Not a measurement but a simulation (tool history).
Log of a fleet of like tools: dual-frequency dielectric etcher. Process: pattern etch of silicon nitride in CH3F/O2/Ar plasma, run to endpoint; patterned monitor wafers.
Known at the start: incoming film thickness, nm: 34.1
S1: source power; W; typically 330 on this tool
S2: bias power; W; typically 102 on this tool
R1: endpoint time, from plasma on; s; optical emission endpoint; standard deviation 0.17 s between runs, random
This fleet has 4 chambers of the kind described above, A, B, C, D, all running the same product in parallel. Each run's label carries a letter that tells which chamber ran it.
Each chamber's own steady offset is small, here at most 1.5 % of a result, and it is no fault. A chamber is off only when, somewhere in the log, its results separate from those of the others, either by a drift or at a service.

run	hour	S1	S2	R1
# hour 9.7: chamber A: source power generator calibrated
1B	11.1	330	102	46.716
2D	22.2	330	102	46.252
3A	34.7	330	102	47.051
4C	41.3	330	102	46.763
5A	55.1	330	102	46.787
6B	66.3	330	102	46.515
7D	75.1	330	102	46.024
8C	87.1	330	102	47.179
9C	99.4	330	102	47.152
10D	110.5	330	102	46.385
11A	124.4	330	102	47.083
12B	134.4	330	102	46.728
13C	145.9	330	102	47.058
14A	159.7	330	102	47.158
# hour 170.3: chamber C: wet clean of the chamber
15B	173.8	330	102	46.787
16D	181.3	330	81	50.483
17C	195.3	330	81	48.758
18A	206.5	330	81	51.488
19B	215.6	330	81	50.774
20D	228.9	330	102	46.204
21B	235.3	330	102	46.906
22D	247	330	102	46.488
23C	261.6	330	102	44.589
# hour 263: chamber B: wet clean of the chamber
24A	273.4	330	102	47.07
25D	285.1	330	122	43.218
26A	295	330	122	43.699
# hour 299.2: chamber D: wet clean of the chamber
27C	303.6	330	122	42.045
28B	316.5	330	122	43.403
29A	329.4	330	102	47.006
30B	343.5	330	102	47.021
31C	351	330	102	44.832
32D	358.8	280	87	52.112
33C	370.3	280	87	50.543
34D	384.2	280	87	52.203
35A	391.7	280	87	52.904
# hour 398.2: chamber A: wet clean of the chamber
36B	398.2	330	102	47.31
37A	412.1	330	102	47.194
38B	419.9	330	102	46.682

Has any chamber moved away from the others, gradually or after a service, or does the common gauge drift, or do the chambers differ only by their own small steady offsets? State the chamber and the most likely cause if one applies.

After it was serviced, chamber C no longer matches the other chambers.
What lies behind it: etch rate over this chamber's usual, % = 5.18.

Chamber C could run next with any of the 4 candidate recipes listed below; each alters the usual settings, and their results appear as question marks. Which one brings its results back in line with what the other chambers deliver on the usual settings?
Allowed miss from the other chambers' usual-settings mean, per result, to count as in line: R1 0.6 s
39C-1	430.5	350	108	?
39C-2	430.5	320	102	?
39C-3	430.5	330	106	?
39C-4	430.5	290	102	?

What the other chambers average on the usual settings: R1 46.749 s
run	R1
39C-1	42.848
39C-2	45.238
39C-3	44.087
39C-4	46.884
39C-4 puts the chamber back in line with the other chambers.
